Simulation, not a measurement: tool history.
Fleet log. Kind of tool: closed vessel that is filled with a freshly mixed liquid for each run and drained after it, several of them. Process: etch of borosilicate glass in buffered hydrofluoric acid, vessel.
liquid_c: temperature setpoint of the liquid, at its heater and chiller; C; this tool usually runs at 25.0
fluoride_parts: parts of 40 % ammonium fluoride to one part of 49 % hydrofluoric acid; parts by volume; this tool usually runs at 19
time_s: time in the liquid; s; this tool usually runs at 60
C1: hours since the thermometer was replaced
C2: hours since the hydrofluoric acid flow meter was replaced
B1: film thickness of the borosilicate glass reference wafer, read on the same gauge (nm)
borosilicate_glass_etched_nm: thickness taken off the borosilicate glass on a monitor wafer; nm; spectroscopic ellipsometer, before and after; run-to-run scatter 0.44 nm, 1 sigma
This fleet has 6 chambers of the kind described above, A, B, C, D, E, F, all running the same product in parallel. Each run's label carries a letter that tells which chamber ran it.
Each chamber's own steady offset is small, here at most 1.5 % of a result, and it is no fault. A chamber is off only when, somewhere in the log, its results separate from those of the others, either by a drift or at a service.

{"run": "1E", "day": 0.408, "liquid_c": 25.0, "fluoride_parts": 19, "time_s": 60, "C1": 221.9, "C2": 320.9, "B1": 109.99, "borosilicate_glass_etched_nm": 44.511}
{"run": "2D", "day": 0.667, "liquid_c": 25.0, "fluoride_parts": 19, "time_s": 60, "C1": 1568.5, "C2": 228.7, "B1": 110.01, "borosilicate_glass_etched_nm": 43.638}
{"run": "3A", "day": 0.921, "liquid_c": 25.0, "fluoride_parts": 19, "time_s": 60, "C1": 637.4, "C2": 843.5, "B1": 109.99, "borosilicate_glass_etched_nm": 44.688}
{"run": "4C", "day": 1.321, "liquid_c": 25.0, "fluoride_parts": 19, "time_s": 60, "C1": 118.4, "C2": 314.2, "B1": 109.98, "borosilicate_glass_etched_nm": 44.066}
{"run": "5B", "day": 1.7, "liquid_c": 28.5, "fluoride_parts": 22, "time_s": 60, "C1": 542.9, "C2": 1048.0, "B1": 109.98, "borosilicate_glass_etched_nm": 48.378}
{"run": "6F", "day": 2.017, "liquid_c": 28.5, "fluoride_parts": 22, "time_s": 60, "C1": 82.4, "C2": 727.5, "B1": 109.99, "borosilicate_glass_etched_nm": 48.263}
{"run": "7F", "day": 2.238, "liquid_c": 28.5, "fluoride_parts": 22, "time_s": 60, "C1": 87.7, "C2": 732.8, "B1": 110.01, "borosilicate_glass_etched_nm": 47.258}
{"run": "8C", "day": 2.679, "liquid_c": 28.5, "fluoride_parts": 22, "time_s": 60, "C1": 151.0, "C2": 346.8, "B1": 110.01, "borosilicate_glass_etched_nm": 48.02}
{"run": "9A", "day": 2.917, "liquid_c": 28.5, "fluoride_parts": 22, "time_s": 60, "C1": 685.3, "C2": 891.4, "B1": 110.01, "borosilicate_glass_etched_nm": 48.082}
{"run": "10D", "day": 3.112, "liquid_c": 28.5, "fluoride_parts": 22, "time_s": 60, "C1": 1627.2, "C2": 287.4, "B1": 109.98, "borosilicate_glass_etched_nm": 47.127}
{"run": "11B", "day": 3.358, "liquid_c": 25.0, "fluoride_parts": 19, "time_s": 60, "C1": 582.7, "C2": 1087.8, "B1": 110.01, "borosilicate_glass_etched_nm": 45.654}
{"run": "12E", "day": 3.65, "liquid_c": 25.0, "fluoride_parts": 19, "time_s": 60, "C1": 299.7, "C2": 398.7, "B1": 110.0, "borosilicate_glass_etched_nm": 45.113}
{"run": "13D", "day": 3.954, "liquid_c": 25.0, "fluoride_parts": 19, "time_s": 60, "C1": 1647.4, "C2": 307.6, "B1": 110.0, "borosilicate_glass_etched_nm": 44.672}
{"run": "14E", "day": 4.229, "liquid_c": 22.5, "fluoride_parts": 19, "time_s": 35, "C1": 313.6, "C2": 412.6, "B1": 109.99, "borosilicate_glass_etched_nm": 22.309}
{"run": "15F", "day": 4.529, "liquid_c": 22.5, "fluoride_parts": 19, "time_s": 35, "C1": 142.7, "C2": 787.8, "B1": 109.99, "borosilicate_glass_etched_nm": 22.556}
{"run": "16C", "day": 4.85, "liquid_c": 22.5, "fluoride_parts": 19, "time_s": 35, "C1": 203.1, "C2": 398.9, "B1": 110.0, "borosilicate_glass_etched_nm": 22.834}
{"day": 4.954, "done": "chamber F: hydrofluoric acid flow meter replaced"}
{"run": "17B", "day": 5.183, "liquid_c": 22.5, "fluoride_parts": 19, "time_s": 35, "C1": 626.5, "C2": 1131.6, "B1": 110.05, "borosilicate_glass_etched_nm": 22.609}
{"run": "18A", "day": 5.508, "liquid_c": 22.5, "fluoride_parts": 19, "time_s": 35, "C1": 747.5, "C2": 953.6, "B1": 109.99, "borosilicate_glass_etched_nm": 22.853}
{"run": "19E", "day": 5.725, "liquid_c": 22.5, "fluoride_parts": 19, "time_s": 35, "C1": 349.5, "C2": 448.5, "B1": 110.01, "borosilicate_glass_etched_nm": 22.516}
{"run": "20C", "day": 6.15, "liquid_c": 22.5, "fluoride_parts": 19, "time_s": 60, "C1": 234.3, "C2": 430.1, "B1": 110.01, "borosilicate_glass_etched_nm": 38.97}
{"run": "21A", "day": 6.583, "liquid_c": 22.5, "fluoride_parts": 19, "time_s": 60, "C1": 773.3, "C2": 979.4, "B1": 109.97, "borosilicate_glass_etched_nm": 39.503}
{"run": "22B", "day": 6.938, "liquid_c": 22.5, "fluoride_parts": 19, "time_s": 60, "C1": 668.6, "C2": 1173.7, "B1": 109.97, "borosilicate_glass_etched_nm": 39.208}
{"run": "23D", "day": 7.317, "liquid_c": 22.5, "fluoride_parts": 19, "time_s": 60, "C1": 1728.1, "C2": 388.3, "B1": 109.97, "borosilicate_glass_etched_nm": 39.721}
{"run": "24F", "day": 7.738, "liquid_c": 22.5, "fluoride_parts": 19, "time_s": 60, "C1": 219.7, "C2": 66.8, "B1": 110.01, "borosilicate_glass_etched_nm": 37.943}
{"run": "25B", "day": 7.996, "liquid_c": 22.5, "fluoride_parts": 19, "time_s": 60, "C1": 694.0, "C2": 1199.1, "B1": 110.0, "borosilicate_glass_etched_nm": 39.115}
{"run": "26F", "day": 8.433, "liquid_c": 25.0, "fluoride_parts": 19, "time_s": 60, "C1": 236.4, "C2": 83.5, "B1": 110.02, "borosilicate_glass_etched_nm": 43.854}
{"run": "27A", "day": 8.767, "liquid_c": 25.0, "fluoride_parts": 19, "time_s": 60, "C1": 825.7, "C2": 1031.8, "B1": 109.99, "borosilicate_glass_etched_nm": 44.564}
{"run": "28D", "day": 9.204, "liquid_c": 25.0, "fluoride_parts": 19, "time_s": 60, "C1": 1773.4, "C2": 433.6, "B1": 110.01, "borosilicate_glass_etched_nm": 45.778}
{"run": "29E", "day": 9.554, "liquid_c": 22.5, "fluoride_parts": 16, "time_s": 60, "C1": 441.4, "C2": 540.4, "B1": 110.02, "borosilicate_glass_etched_nm": 45.995}
{"run": "30C", "day": 9.892, "liquid_c": 22.5, "fluoride_parts": 16, "time_s": 60, "C1": 324.1, "C2": 519.9, "B1": 110.01, "borosilicate_glass_etched_nm": 46.392}
{"run": "31A", "day": 10.158, "liquid_c": 22.5, "fluoride_parts": 16, "time_s": 60, "C1": 859.1, "C2": 1065.2, "B1": 109.98, "borosilicate_glass_etched_nm": 45.552}
{"run": "32B", "day": 10.425, "liquid_c": 22.5, "fluoride_parts": 16, "time_s": 60, "C1": 752.3, "C2": 1257.4, "B1": 110.01, "borosilicate_glass_etched_nm": 46.882}
{"run": "33D", "day": 10.858, "liquid_c": 22.5, "fluoride_parts": 16, "time_s": 60, "C1": 1813.1, "C2": 473.3, "B1": 109.98, "borosilicate_glass_etched_nm": 49.327}
{"run": "34E", "day": 11.296, "liquid_c": 22.5, "fluoride_parts": 16, "time_s": 60, "C1": 483.2, "C2": 582.2, "B1": 110.01, "borosilicate_glass_etched_nm": 45.574}
{"run": "35C", "day": 11.6, "liquid_c": 25.0, "fluoride_parts": 19, "time_s": 60, "C1": 365.1, "C2": 560.9, "B1": 109.99, "borosilicate_glass_etched_nm": 45.865}
{"run": "36F", "day": 11.962, "liquid_c": 25.0, "fluoride_parts": 19, "time_s": 60, "C1": 321.1, "C2": 168.2, "B1": 109.96, "borosilicate_glass_etched_nm": 44.04}
{"run": "37B", "day": 12.317, "liquid_c": 22.5, "fluoride_parts": 19, "time_s": 40, "C1": 797.7, "C2": 1302.8, "B1": 110.0, "borosilicate_glass_etched_nm": 26.454}
{"run": "38A", "day": 12.633, "liquid_c": 22.5, "fluoride_parts": 19, "time_s": 40, "C1": 918.5, "C2": 1124.6, "B1": 109.99, "borosilicate_glass_etched_nm": 25.969}
{"run": "39E", "day": 12.933, "liquid_c": 22.5, "fluoride_parts": 19, "time_s": 40, "C1": 522.5, "C2": 621.5, "B1": 110.02, "borosilicate_glass_etched_nm": 25.788}
{"run": "40F", "day": 13.35, "liquid_c": 22.5, "fluoride_parts": 19, "time_s": 40, "C1": 354.4, "C2": 201.5, "B1": 110.04, "borosilicate_glass_etched_nm": 25.491}

Is one chamber out of step, is the gauge drifting, or do the chambers differ by no more than their own small offsets? For an off chamber, give its letter and the likeliest cause.

Chamber D drifts away from the others.
What lies behind it: hydrofluoric acid flow above the setpoint (%) = 10.6.
The log may not separate it from: liquid hotter than its thermometer reads (K).

Below are 4 candidate recipes for chamber D's next run, each the usual settings with a change, their results shown as question marks. Which of them brings D's results back in line with what the other chambers give on the usual settings?
Counts as in line when no further than this from what the other chambers average on the usual settings: borosilicate_glass_etched_nm 1.600 nm
{"run": "41D-1", "day": 13.675, "liquid_c": 25.0, "fluoride_parts": 18.5, "time_s": 60, "borosilicate_glass_etched_nm": "?"}
{"run": "41D-2", "day": 13.675, "liquid_c": 25.0, "fluoride_parts": 19.0, "time_s": 65, "borosilicate_glass_etched_nm": "?"}
{"run": "41D-3", "day": 13.675, "liquid_c": 25.0, "fluoride_parts": 19.5, "time_s": 60, "borosilicate_glass_etched_nm": "?"}
{"run": "41D-4", "day": 13.675, "liquid_c": 25.0, "fluoride_parts": 19.0, "time_s": 55, "borosilicate_glass_etched_nm": "?"}

What the other chambers average on the usual settings: borosilicate_glass_etched_nm 44.706 nm
run=41D-1 borosilicate_glass_etched_nm=50.394
run=41D-2 borosilicate_glass_etched_nm=53.149
run=41D-3 borosilicate_glass_etched_nm=47.796
run=41D-4 borosilicate_glass_etched_nm=44.972
With 41D-4, the chamber falls back in line with the rest.
